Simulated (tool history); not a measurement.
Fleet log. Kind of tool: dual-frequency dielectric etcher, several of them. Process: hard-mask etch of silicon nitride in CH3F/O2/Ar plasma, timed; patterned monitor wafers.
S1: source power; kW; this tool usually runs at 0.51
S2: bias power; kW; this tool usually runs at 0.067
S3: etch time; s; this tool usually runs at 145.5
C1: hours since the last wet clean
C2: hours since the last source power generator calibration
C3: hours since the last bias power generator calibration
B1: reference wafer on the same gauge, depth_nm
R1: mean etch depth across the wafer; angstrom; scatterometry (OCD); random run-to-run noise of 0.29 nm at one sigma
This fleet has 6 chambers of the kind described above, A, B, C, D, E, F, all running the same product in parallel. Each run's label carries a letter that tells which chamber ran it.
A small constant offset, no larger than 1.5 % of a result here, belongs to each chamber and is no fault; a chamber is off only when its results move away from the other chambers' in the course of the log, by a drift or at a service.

Run 1D, hour 6.5: usual settings; C1 99.7; C2 2523.6; C3 1095; B1 118.04. Result: R1 1089.9 angstrom.
Run 2A, hour 11.1: usual settings; C1 348.4; C2 3738.3; C3 2078.6; B1 118.05. Result: R1 1088.6 angstrom.
Run 3E, hour 16: usual settings; C1 18.3; C2 765.5; C3 1639.5; B1 117.97. Result: R1 1090 angstrom.
Run 4C, hour 21.3: usual settings; C1 399.1; C2 2800.5; C3 1708.6; B1 118.06. Result: R1 1092.9 angstrom.
Run 5B, hour 25.5: usual settings; C1 298.3; C2 654.7; C3 3149.7; B1 118.02. Result: R1 1083.6 angstrom.
Run 6F, hour 28.8: usual settings; C1 346.5; C2 195.9; C3 3456.7; B1 118.05. Result: R1 1078.1 angstrom.
Run 7D, hour 32: usual settings; C1 125.2; C2 2549.1; C3 1120.5; B1 118.03. Result: R1 1091.6 angstrom.
Run 8E, hour 38.5: usual settings; C1 40.8; C2 788; C3 1662; B1 117.95. Result: R1 1089.2 angstrom.
Run 9F, hour 41.5: usual settings; C1 359.2; C2 208.6; C3 3469.4; B1 118.04. Result: R1 1082.3 angstrom.
At hour 42.1: chamber D: source power generator calibrated.
Run 10A, hour 47.1: usual settings; C1 384.4; C2 3774.3; C3 2114.6; B1 118.1. Result: R1 1090.7 angstrom.
Run 11C, hour 53.3: usual settings but S1 0.61 kW, S2 0.075 kW; C1 431.1; C2 2832.5; C3 1740.6; B1 117.95. Result: R1 1211.5 angstrom.
Run 12B, hour 60.1: usual settings but S1 0.61 kW, S2 0.075 kW; C1 332.9; C2 689.3; C3 3184.3; B1 118.02. Result: R1 1210.8 angstrom.
Run 13E, hour 63.6: usual settings but S1 0.61 kW, S2 0.075 kW; C1 65.9; C2 813.1; C3 1687.1; B1 118.03. Result: R1 1211.3 angstrom.
At hour 64.5: chamber C: wet clean of the chamber.
Run 14B, hour 68.9: usual settings but S1 0.61 kW, S2 0.075 kW; C1 341.7; C2 698.1; C3 3193.1; B1 118.01. Result: R1 1208.8 angstrom.
Run 15A, hour 72.1: usual settings but S1 0.61 kW, S2 0.075 kW; C1 409.4; C2 3799.3; C3 2139.6; B1 118.08. Result: R1 1214.8 angstrom.
Run 16F, hour 78.3: usual settings but S1 0.61 kW, S2 0.075 kW; C1 396; C2 245.4; C3 3506.2; B1 118.04. Result: R1 1195 angstrom.
Run 17D, hour 85.3: usual settings; C1 178.5; C2 43.2; C3 1173.8; B1 117.98. Result: R1 1091.9 angstrom.
Run 18C, hour 92.2: usual settings; C1 27.8; C2 2871.4; C3 1779.5; B1 117.97. Result: R1 1113.5 angstrom.
Run 19E, hour 97.9: usual settings; C1 100.2; C2 847.4; C3 1721.4; B1 117.91. Result: R1 1094.7 angstrom.
Run 20C, hour 102.9: usual settings but S2 0.08 kW; C1 38.5; C2 2882.1; C3 1790.2; B1 118.06. Result: R1 1183.1 angstrom.
Run 21A, hour 106.7: usual settings but S2 0.08 kW; C1 444; C2 3833.9; C3 2174.2; B1 118.06. Result: R1 1157.2 angstrom.
At hour 110.4: chamber A: wet clean of the chamber.
Run 22F, hour 111.8: usual settings but S2 0.08 kW; C1 429.5; C2 278.9; C3 3539.7; B1 118. Result: R1 1146.2 angstrom.
Run 23B, hour 117.8: usual settings but S2 0.08 kW; C1 390.6; C2 747; C3 3242; B1 118.05. Result: R1 1150.5 angstrom.
Run 24D, hour 124.3: usual settings but S2 0.08 kW; C1 217.5; C2 82.2; C3 1212.8; B1 118.01. Result: R1 1160.1 angstrom.
Run 25E, hour 127.8: usual settings but S2 0.08 kW; C1 130.1; C2 877.3; C3 1751.3; B1 117.99. Result: R1 1157.4 angstrom.
Run 26F, hour 132.9: usual settings; C1 450.6; C2 300; C3 3560.8; B1 117.96. Result: R1 1080.9 angstrom.
Run 27A, hour 137.5: usual settings; C1 27.2; C2 3864.7; C3 2205; B1 117.9. Result: R1 1097.3 angstrom.
At hour 140.8: chamber C: source power generator calibrated.
Run 28C, hour 141.9: usual settings; C1 77.5; C2 1.2; C3 1829.2; B1 117.97. Result: R1 1122.5 angstrom.
Run 29B, hour 145.3: usual settings; C1 418.1; C2 774.5; C3 3269.5; B1 117.99. Result: R1 1094.3 angstrom.
Run 30D, hour 151: usual settings; C1 244.2; C2 108.9; C3 1239.5; B1 118. Result: R1 1087.1 angstrom.
Run 31D, hour 154.9: usual settings; C1 248.1; C2 112.8; C3 1243.4; B1 117.91. Result: R1 1085.8 angstrom.
At hour 157.6: chamber F: wet clean of the chamber.
Run 32E, hour 159.6: usual settings; C1 161.9; C2 909.1; C3 1783.1; B1 118.08. Result: R1 1090.8 angstrom.
Run 33A, hour 166.1: usual settings; C1 55.8; C2 3893.3; C3 2233.6; B1 117.98. Result: R1 1094.5 angstrom.
Run 34F, hour 170.4: usual settings; C1 12.8; C2 337.5; C3 3598.3; B1 118. Result: R1 1081.8 angstrom.
Run 35C, hour 175.7: usual settings; C1 111.3; C2 35; C3 1863; B1 118.03. Result: R1 1121 angstrom.
Run 36B, hour 182.6: usual settings; C1 455.4; C2 811.8; C3 3306.8; B1 117.98. Result: R1 1087.1 angstrom.
Run 37C, hour 185.6: usual settings; C1 121.2; C2 44.9; C3 1872.9; B1 118.03. Result: R1 1118.3 angstrom.
Run 38A, hour 190.6: usual settings; C1 80.3; C2 3917.8; C3 2258.1; B1 118. Result: R1 1094.3 angstrom.
Run 39D, hour 194.6: usual settings; C1 287.8; C2 152.5; C3 1283.1; B1 117.96. Result: R1 1088.3 angstrom.
Run 40E, hour 201.3: usual settings but S1 0.41 kW; C1 203.6; C2 950.8; C3 1824.8; B1 117.93. Result: R1 1006.4 angstrom.
Run 41B, hour 205.9: usual settings but S1 0.41 kW; C1 478.7; C2 835.1; C3 3330.1; B1 117.97. Result: R1 999.24 angstrom.
Run 42F, hour 209.4: usual settings but S1 0.41 kW; C1 51.8; C2 376.5; C3 3637.3; B1 117.99. Result: R1 995.15 angstrom.

Predict what each chamber gives when all 6 of them run the settings below next.
Run 43A, hour 214.4: usual settings. Result: R1 ?.
Run 43B, hour 214.4: usual settings. Result: R1 ?.
Run 43C, hour 214.4: usual settings. Result: R1 ?.
Run 43D, hour 214.4: usual settings. Result: R1 ?.
Run 43E, hour 214.4: usual settings. Result: R1 ?.
Run 43F, hour 214.4: usual settings. Result: R1 ?.

run      R1
43A  1096.2
43B  1089.5
43C  1117.9
43D  1089.2
43E  1090.3
43F  1077.1
